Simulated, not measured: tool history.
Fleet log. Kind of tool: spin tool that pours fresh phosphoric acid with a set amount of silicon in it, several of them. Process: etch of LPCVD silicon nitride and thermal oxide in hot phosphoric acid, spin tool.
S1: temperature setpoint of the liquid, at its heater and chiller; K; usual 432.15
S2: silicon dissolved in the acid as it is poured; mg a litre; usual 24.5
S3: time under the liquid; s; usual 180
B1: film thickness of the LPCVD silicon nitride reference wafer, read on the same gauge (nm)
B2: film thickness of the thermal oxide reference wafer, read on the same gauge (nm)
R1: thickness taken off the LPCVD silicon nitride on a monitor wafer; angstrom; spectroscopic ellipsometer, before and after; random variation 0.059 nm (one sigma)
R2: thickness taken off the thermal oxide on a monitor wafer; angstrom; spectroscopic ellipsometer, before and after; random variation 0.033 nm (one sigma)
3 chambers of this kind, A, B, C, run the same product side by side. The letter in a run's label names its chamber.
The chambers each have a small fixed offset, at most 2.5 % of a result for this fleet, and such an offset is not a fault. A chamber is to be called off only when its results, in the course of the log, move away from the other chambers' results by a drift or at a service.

run   hour      S1    S2   S3      B1      B2      R1      R2
       0.9  -- chamber A: thermometer replaced
 1A    3.8  432.15  24.5  180  69.993  90.013  162.12  2.4612
 2B    8.8  432.15  24.5  180  70.024  90.015  167.83  3.0428
 3C   11.5  432.15  24.5  180  69.974  90.025  166.34  2.4936
 4B   16.3  432.15  24.5  180  70.017  90.074  166.05  2.8993
 5A   19.2  432.15  24.5  180  70.002  89.968  162.14  2.6618
 6C   24.6  432.15  24.5  180  70.025  90.016  166.61  2.2886
 7A   28.3  432.15  24.5  180  69.978  89.976  163.32  2.9688
 8B   30.7  432.15  24.5  180  70.007  89.951  166.65  1.9978
 9C   35.3  432.15  37.5  255  69.999  90.034  234.52  2.1301
10A   40.1  432.15  37.5  255  70.017   90.03  231.78  1.9129
11B   42.8  432.15  37.5  255   69.97  90.027  236.93  1.7021
12C   45.7  432.15  24.5  180  69.977  90.029  165.17  2.8692
13A     51  430.15  24.5  140  70.033  89.996  119.02  1.9666
14B   53.6  430.15  24.5  140  69.945  90.024   121.7  1.4977
15C   56.1  430.15  24.5  140  70.029  89.966  119.33  1.8295
16A   61.1  432.15  24.5  180  70.019  89.982  163.14  2.6611
17B   64.2  432.15  24.5  180  70.009  89.985  167.34  2.8722
18C     67  434.15  38.5  180  69.985   90.01  174.36  1.0251
19A   71.2  434.15  38.5  180  69.997  89.985  174.92  1.6557
20C   74.2  434.15  38.5  180  69.996  90.029  174.37  1.2389
21B   79.2  432.15  24.5  180  70.016  89.998  167.52   2.489
      82.1  -- chamber B: heated supply line repaired
22A   83.9  432.15   6.5  225  70.056  90.044  201.91  6.1799
23B     89  432.15   6.5  225  69.955  89.988   208.2  4.4423
24C   93.7  432.15   6.5  225   69.94  90.001  202.44  4.7637
25A   97.5  432.15  24.5  180  70.022  90.002  162.61  2.5718
26C  100.5  432.15  24.5  180  70.005  89.978  159.92  2.4653
27B  103.9  432.15  24.5  180  70.008  89.973  166.58  2.4764

What goes on in this fleet: one chamber off, a drifting gauge, or nothing beyond the chambers' own small offsets? Name the chamber and the cause, if any.

One chamber, C, drifts off from the rest bit by bit.
What lies behind it: liquid colder than its thermometer reads (K) = 1.07.
From this log alone, it may not be told apart from: temperature lost on the way to the wafer (K).

Here are 4 candidates for chamber C's next run, each the usual settings with a change, their results left as question marks. Which one brings its results back in line with what the others give on the usual settings?
In line means no further than this from the other chambers' mean on the usual settings: R1 2.1 angstrom; R2 1.1 angstrom
28C-1  107.8  432.15  23  185           ?   ?
28C-2  107.8  432.15  27  170           ?   ?
28C-3  107.8  432.15  22  190           ?   ?
28C-4  107.8  432.15  26  175           ?   ?

Average result of the remaining chambers running the usual settings: R1 164.79 angstrom; R2 2.6062 angstrom
  run      R1      R2
28C-1  164.79  2.7941
28C-2  151.43  2.2466
28C-3  169.24  2.9592
28C-4  155.88  2.3952
It is 28C-1 that realigns the chamber with its peers.
